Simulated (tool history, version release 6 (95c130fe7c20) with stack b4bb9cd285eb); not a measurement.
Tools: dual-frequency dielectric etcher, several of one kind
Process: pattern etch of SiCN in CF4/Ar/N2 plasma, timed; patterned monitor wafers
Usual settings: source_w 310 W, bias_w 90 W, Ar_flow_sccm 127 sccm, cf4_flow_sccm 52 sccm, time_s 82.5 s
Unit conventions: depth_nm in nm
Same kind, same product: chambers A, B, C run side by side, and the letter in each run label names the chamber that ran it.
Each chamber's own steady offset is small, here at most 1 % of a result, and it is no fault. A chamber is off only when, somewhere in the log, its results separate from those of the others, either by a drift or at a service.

| run | hour | source_w | bias_w | Ar_flow_sccm | cf4_flow_sccm | time_s | read-back reference wafer on the same gauge, depth_nm | depth_nm |
|---|---|---|---|---|---|---|---|---|
| 1B | 11.1 | 310 | 90 | 127 | 52 | 82.5 | 49.355 | 51.643 |
| 2A | 20.6 | 310 | 90 | 127 | 52 | 82.5 | 49.351 | 51.668 |
|  | 25.6 | chamber B: Ar flow controller replaced |
| 3C | 33.8 | 310 | 90 | 127 | 52 | 82.5 | 49.353 | 51.56 |
| 4C | 43.5 | 310 | 90 | 127 | 52 | 82.5 | 49.403 | 51.392 |
| 5B | 54.7 | 310 | 90 | 127 | 52 | 82.5 | 49.348 | 50.914 |
| 6A | 67.8 | 310 | 90 | 127 | 52 | 82.5 | 49.338 | 51.632 |
| 7A | 79.4 | 310 | 90 | 127 | 52 | 64.5 | 49.447 | 40.286 |
| 8C | 88.3 | 310 | 90 | 127 | 52 | 64.5 | 49.429 | 39.997 |
| 9B | 102.6 | 310 | 90 | 127 | 52 | 64.5 | 49.467 | 39.848 |
| 10C | 110.9 | 310 | 90 | 127 | 52 | 82.5 | 49.38 | 51.836 |
| 11B | 126 | 310 | 90 | 127 | 52 | 82.5 | 49.405 | 51.274 |
| 12A | 140.3 | 310 | 90 | 127 | 52 | 82.5 | 49.435 | 51.358 |
| 13B | 148.4 | 310 | 90 | 127 | 52 | 82.5 | 49.373 | 51.465 |
| 14C | 158.1 | 310 | 90 | 127 | 52 | 82.5 | 49.436 | 51.772 |
| 15A | 167.7 | 310 | 90 | 127 | 52 | 82.5 | 49.386 | 51.186 |
| 16C | 180.9 | 310 | 90 | 127 | 52 | 82.5 | 49.449 | 51.038 |
| 17B | 189 | 310 | 90 | 127 | 52 | 82.5 | 49.396 | 51.042 |
| 18A | 199 | 310 | 90 | 127 | 45 | 102.5 | 49.441 | 61.88 |
| 19B | 213.1 | 310 | 90 | 127 | 45 | 102.5 | 49.457 | 62.388 |
| 20A | 226.5 | 310 | 90 | 127 | 45 | 102.5 | 49.405 | 62.932 |
| 21C | 241.8 | 310 | 90 | 127 | 52 | 82.5 | 49.446 | 51.126 |
| 22A | 249.2 | 310 | 90 | 127 | 52 | 82.5 | 49.397 | 51.121 |
| 23C | 265.1 | 310 | 90 | 127 | 52 | 82.5 | 49.315 | 51.1 |
| 24B | 277.5 | 310 | 90 | 127 | 52 | 82.5 | 49.434 | 51.162 |
|  | 280 | chamber C: bias power generator calibrated |
| 25C | 294.1 | 310 | 90 | 127 | 52 | 82.5 | 49.412 | 51.238 |
| 26A | 304 | 310 | 90 | 127 | 52 | 82.5 | 49.397 | 51.46 |

All chambers now run identical settings, listed one chamber a line with results as question marks. What results will each chamber show?
| 27A | 316 | 310 | 90 | 127 | 52 | 72 |  | ? |
| 27B | 316 | 310 | 90 | 127 | 52 | 72 |  | ? |
| 27C | 316 | 310 | 90 | 127 | 52 | 72 |  | ? |

| run | depth_nm |
|---|---|
| 27A | 44.995 |
| 27B | 44.618 |
| 27C | 44.729 |
